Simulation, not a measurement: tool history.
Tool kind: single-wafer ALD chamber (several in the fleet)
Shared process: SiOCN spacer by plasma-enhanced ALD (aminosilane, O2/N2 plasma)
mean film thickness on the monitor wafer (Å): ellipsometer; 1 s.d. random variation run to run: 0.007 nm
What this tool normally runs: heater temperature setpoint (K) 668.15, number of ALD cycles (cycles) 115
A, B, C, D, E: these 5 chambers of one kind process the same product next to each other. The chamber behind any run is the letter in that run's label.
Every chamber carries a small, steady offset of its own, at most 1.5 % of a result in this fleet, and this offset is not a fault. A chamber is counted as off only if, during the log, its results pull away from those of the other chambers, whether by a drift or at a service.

run   hour  heater temperature setpoint (K)  number of ALD cycles (cycles)  hours since the last thermocouple change  read-back reference wafer on the same gauge, thickness_nm  mean film thickness on the monitor wafer (Å)
 1B    6.9                           668.15                            115                                    1112.2                                                     7.9604                                        69.951
 2A   13.7                           668.15                            115                                     955.8                                                     7.9631                                        70.249
 3E   18.7                           668.15                            115                                     639.7                                                     7.9620                                        68.794
 4D   29.1                           668.15                            115                                     503.7                                                     7.9645                                        69.860
      31.6  -- chamber A: thermocouple changed; heater temperature recalibrated
 5C   39.5                           668.15                            115                                    1393.5                                                     7.9638                                        70.195
 6C   50.1                           668.15                            115                                    1404.1                                                     7.9660                                        70.067
 7B   59.9                           668.15                            115                                    1165.2                                                     7.9690                                        69.962
 8E   65.4                           668.15                            115                                     686.4                                                     7.9683                                        69.025
 9A   75.7                           668.15                            101                                      44.2                                                     7.9716                                        61.871
10D   84.2                           668.15                            101                                     558.8                                                     7.9699                                        61.233
11C   89.5                           668.15                            101                                    1443.5                                                     7.9723                                        61.523
12B  100.3                           668.15                            101                                    1205.6                                                     7.9726                                        61.643
13D  107.7                           668.15                            101                                     582.3                                                     7.9732                                        61.335
14E  118.6                           668.15                            115                                     739.6                                                     7.9759                                        69.036
15A  128.3                           668.15                            115                                      96.8                                                     7.9760                                        70.383
16A  135.8                           668.15                            115                                     104.3                                                     7.9800                                        70.367
17C  141.9                           668.15                             95                                    1495.9                                                     7.9779                                        57.982
18B  149.4                           668.15                             95                                    1254.7                                                     7.9804                                        57.863
19D  154.2                           668.15                             95                                     628.8                                                     7.9780                                        57.796
20E  159.0                           668.15                             95                                     780.0                                                     7.9818                                        57.071
21A  168.0                           668.15                             95                                     136.5                                                     7.9848                                        58.108
22E  178.3                           653.15                             93                                     799.3                                                     7.9837                                        55.831
23D  184.7                           653.15                             93                                     659.3                                                     7.9836                                        56.563
24B  193.3                           653.15                             93                                    1298.6                                                     7.9862                                        56.874
25C  203.1                           653.15                             93                                    1557.1                                                     7.9858                                        56.798
26B  210.9                           653.15                             93                                    1316.2                                                     7.9880                                        56.841
27C  217.3                           668.15                            115                                    1571.3                                                     7.9892                                        70.182
28A  225.5                           668.15                            115                                     194.0                                                     7.9896                                        70.585
29D  231.0                           668.15                            115                                     705.6                                                     7.9895                                        69.800
30E  241.6                           678.15                            115                                     862.6                                                     7.9908                                        67.620

For the next run the whole fleet of 5 chambers uses the same settings. Give each chamber's results:
31A  249.5                           668.15                            115                                                                                                                                                  ?
31B  249.5                           668.15                            115                                                                                                                                                  ?
31C  249.5                           668.15                            115                                                                                                                                                  ?
31D  249.5                           668.15                            115                                                                                                                                                  ?
31E  249.5                           668.15                            115                                                                                                                                                  ?

run  mean film thickness on the monitor wafer (Å)
31A                                        70.568
31B                                        70.140
31C                                        70.390
31D                                        70.006
31E                                        69.172
